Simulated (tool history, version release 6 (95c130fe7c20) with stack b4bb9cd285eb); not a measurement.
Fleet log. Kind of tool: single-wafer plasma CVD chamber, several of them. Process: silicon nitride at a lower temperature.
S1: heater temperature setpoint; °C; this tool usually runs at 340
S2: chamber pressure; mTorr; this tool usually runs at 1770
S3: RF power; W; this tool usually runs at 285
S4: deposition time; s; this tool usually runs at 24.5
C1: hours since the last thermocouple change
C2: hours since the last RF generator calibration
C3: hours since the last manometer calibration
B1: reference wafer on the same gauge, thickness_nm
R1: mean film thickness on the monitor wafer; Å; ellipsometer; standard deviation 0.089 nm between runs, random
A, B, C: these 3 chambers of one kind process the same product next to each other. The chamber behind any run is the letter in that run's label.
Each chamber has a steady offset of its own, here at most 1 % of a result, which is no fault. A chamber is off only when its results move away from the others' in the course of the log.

run,hour,S1,S2,S3,S4,C1,C2,C3,B1,R1
1C,5.3,340,1770,285,24.5,416.6,740.5,1774.3,28.820,285.18
2A,10.8,340,1770,285,24.5,871.5,2296.8,345.7,28.805,289.95
3B,19.2,340,1770,285,24.5,999.6,229.5,2346.9,28.797,289.86
# hour 26.2: chamber A: RF generator calibrated
4A,28.8,340,1770,285,24.5,889.5,2.6,363.7,28.797,290.53
5C,36.5,333,1770,285,24.5,447.8,771.7,1805.5,28.815,286.56
6B,45.8,333,1770,285,24.5,1026.2,256.1,2373.5,28.811,290.14
7A,50.4,333,1770,285,24.5,911.1,24.2,385.3,28.780,290.60
8B,55.6,340,2060,285,24.5,1036.0,265.9,2383.3,28.798,302.20
9C,60.6,340,2060,285,24.5,471.9,795.8,1829.6,28.795,295.96
10A,66.4,340,2060,285,24.5,927.1,40.2,401.3,28.790,300.06
11B,70.8,340,1770,285,24.5,1051.2,281.1,2398.5,28.806,287.68
12C,78.9,340,1770,285,24.5,490.2,814.1,1847.9,28.795,284.26
13A,87.7,340,1770,285,24.5,948.4,61.5,422.6,28.804,288.78
14C,95.1,340,1770,285,24.5,506.4,830.3,1864.1,28.811,285.57
15B,102.7,340,1770,285,24.5,1083.1,313.0,2430.4,28.787,288.57
16C,110.3,340,1770,285,24.5,521.6,845.5,1879.3,28.803,285.15
17A,116.6,340,1770,285,24.5,977.3,90.4,451.5,28.800,290.09
18B,122.8,340,1770,285,24.5,1103.2,333.1,2450.5,28.776,287.99
19C,127.3,340,1770,285,24.5,538.6,862.5,1896.3,28.781,286.68
20B,133.7,340,1770,285,24.5,1114.1,344.0,2461.4,28.781,288.56
21A,139.1,340,1770,285,24.5,999.8,112.9,474.0,28.771,290.65
22C,145.1,340,1770,285,24.5,556.4,880.3,1914.1,28.796,287.64
23B,150.9,340,1770,285,24.5,1131.3,361.2,2478.6,28.809,287.86
24A,159.6,340,1770,285,24.5,1020.3,133.4,494.5,28.791,288.99
25B,164.6,340,1770,285,24.5,1145.0,374.9,2492.3,28.796,288.80
# hour 169.2: chamber C: RF generator calibrated
26A,170.3,340,1770,285,24.5,1031.0,144.1,505.2,28.787,289.11
27C,177.0,340,1770,285,24.5,588.3,7.9,1946.0,28.831,285.40

Which is it: a chamber that has drifted or been left off by a service, a gauge drift common to all chambers, or only each chamber's usual small offset? If a chamber is off, name it and its likeliest cause.

No chamber is off and the gauge is stable; the differences are just each chamber's small, constant offset.
